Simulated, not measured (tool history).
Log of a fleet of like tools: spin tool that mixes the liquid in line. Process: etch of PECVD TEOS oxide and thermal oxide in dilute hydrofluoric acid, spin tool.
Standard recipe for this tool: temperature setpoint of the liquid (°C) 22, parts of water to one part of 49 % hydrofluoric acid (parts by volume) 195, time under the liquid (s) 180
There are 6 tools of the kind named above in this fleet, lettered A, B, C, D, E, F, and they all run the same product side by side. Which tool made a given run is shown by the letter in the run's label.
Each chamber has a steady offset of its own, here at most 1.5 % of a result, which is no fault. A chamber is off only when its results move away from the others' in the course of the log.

run,hour,temperature setpoint of the liquid (°C),parts of water to one part of 49 % hydrofluoric acid (parts by volume),time under the liquid (s),hours since the thermometer was replaced,hours since the hydrofluoric acid flow meter was replaced,"read-back film thickness of the PECVD TEOS oxide reference wafer, read on the same gauge (nm)","read-back film thickness of the thermal oxide reference wafer, read on the same gauge (nm)",thickness taken off the PECVD TEOS oxide on a monitor wafer (nm),thickness taken off the thermal oxide on a monitor wafer (nm)
1E,5.5,22,195,180,1046.2,645.9,80.029,139.98,18.207,3.668
2A,10.3,22,195,180,59.2,28.2,80.004,140.03,18.407,3.6254
3D,13.2,22,195,180,788.2,652.3,80.01,140.01,18.537,3.719
4C,16.7,22,195,180,1682.2,270.7,80.022,140.01,18.686,3.6883
5B,21.9,22,195,180,1478.8,46.2,79.99,140.08,18.485,3.7385
6F,26.2,22,195,180,541.9,873.1,79.988,140,18.607,3.6985
7F,29.5,22,195,180,545.2,876.4,80.009,139.97,18.399,3.7379
8E,33.9,22,195,180,1074.6,674.3,80.007,139.95,18.375,3.7238
# hour 38.5: chamber B: thermometer replaced
9A,39.3,22,195,180,88.2,57.2,79.993,139.99,18.432,3.6856
10B,44.6,22,195,180,6.2,68.9,80.009,140.03,18.434,3.6417
11D,50.4,22,195,180,825.4,689.5,80.019,140.04,18.679,3.7169
# hour 51: chamber D: hydrofluoric acid flow meter replaced
12C,54.7,18,195,255,1720.2,308.7,80.006,140.03,22.432,4.471
13C,58.8,18,195,255,1724.3,312.8,80.015,140.02,22.363,4.4165
14F,62.5,18,195,255,578.2,909.4,79.986,139.94,22.751,4.4527
15E,66.4,18,195,255,1107.1,706.8,80,140.01,22.146,4.3822
16D,69.4,18,195,255,844.4,18.4,79.989,140,22.506,4.4362
17B,73,18,195,255,34.6,97.3,79.995,140,22.77,4.3937
18A,77.3,22,195,180,126.2,95.2,79.976,140.01,18.535,3.7125
19D,82.2,22,195,180,857.2,31.2,79.983,140.06,18.472,3.6976
20C,85.7,22,195,180,1751.2,339.7,80.022,140.03,18.317,3.6555
21A,91.8,22,120,240,140.7,109.7,80.017,139.98,43.393,8.5144
22E,95.6,22,120,240,1136.3,736,79.999,139.95,43.215,8.7955
23F,101.4,22,120,240,617.1,948.3,79.98,140.03,44.238,8.7524
24B,104.9,22,120,240,66.5,129.2,79.995,139.99,43.219,8.615
25B,108.2,22,120,240,69.8,132.5,80.002,139.99,43.44,8.7473
26C,114.3,22,120,240,1779.8,368.3,80.009,140,42.421,8.3705
27E,118.7,22,195,180,1159.4,759.1,79.989,140,17.992,3.5929
28D,121.8,22,195,180,896.8,70.8,80.002,140.02,18.755,3.6868
29A,124.8,22,195,180,173.7,142.7,80.005,140.03,18.682,3.6317
30F,129.6,22,155,120,645.3,976.5,80.001,140.02,16.161,3.2341
31B,132.5,22,155,120,94.1,156.8,80.002,139.97,16.187,3.1887
32F,137.9,22,155,120,653.6,984.8,80.016,139.99,16.512,3.2161
33A,143,22,155,120,191.9,160.9,79.995,139.96,16.01,3.2397
34E,147.6,22,155,120,1188.3,788,79.983,140.02,15.985,3.2232
35D,152,22,155,120,927,101,79.992,140.01,16.095,3.1635
36C,156.5,22,195,180,1822,410.5,79.998,140.02,17.752,3.4999
37D,160.3,22,195,180,935.3,109.3,79.979,140.04,18.504,3.7503
38A,166,22,195,180,214.9,183.9,80.017,139.96,18.807,3.7095
39C,169.2,22,195,180,1834.7,423.2,80.012,140.04,17.574,3.4966
40E,172,22,250,180,1212.7,812.4,79.995,140.04,13.445,2.7385
41F,174.9,22,250,180,690.6,1021.8,80.003,139.99,13.612,2.7469
42B,180.8,22,250,180,142.4,205.1,80.009,140,13.525,2.7127
43A,184.4,22,250,180,233.3,202.3,79.993,139.96,13.656,2.7763

Each of the 6 chambers runs these same settings next. Fill in every chamber's results:
44A,188.9,22,195,180,,,,,?,?
44B,188.9,22,195,180,,,,,?,?
44C,188.9,22,195,180,,,,,?,?
44D,188.9,22,195,180,,,,,?,?
44E,188.9,22,195,180,,,,,?,?
44F,188.9,22,195,180,,,,,?,?

run,thickness taken off the PECVD TEOS oxide on a monitor wafer (nm),thickness taken off the thermal oxide on a monitor wafer (nm)
44A,18.778,3.5959
44B,18.693,3.6625
44C,17.252,3.4532
44D,18.169,3.6926
44E,18.315,3.6502
44F,18.457,3.6593
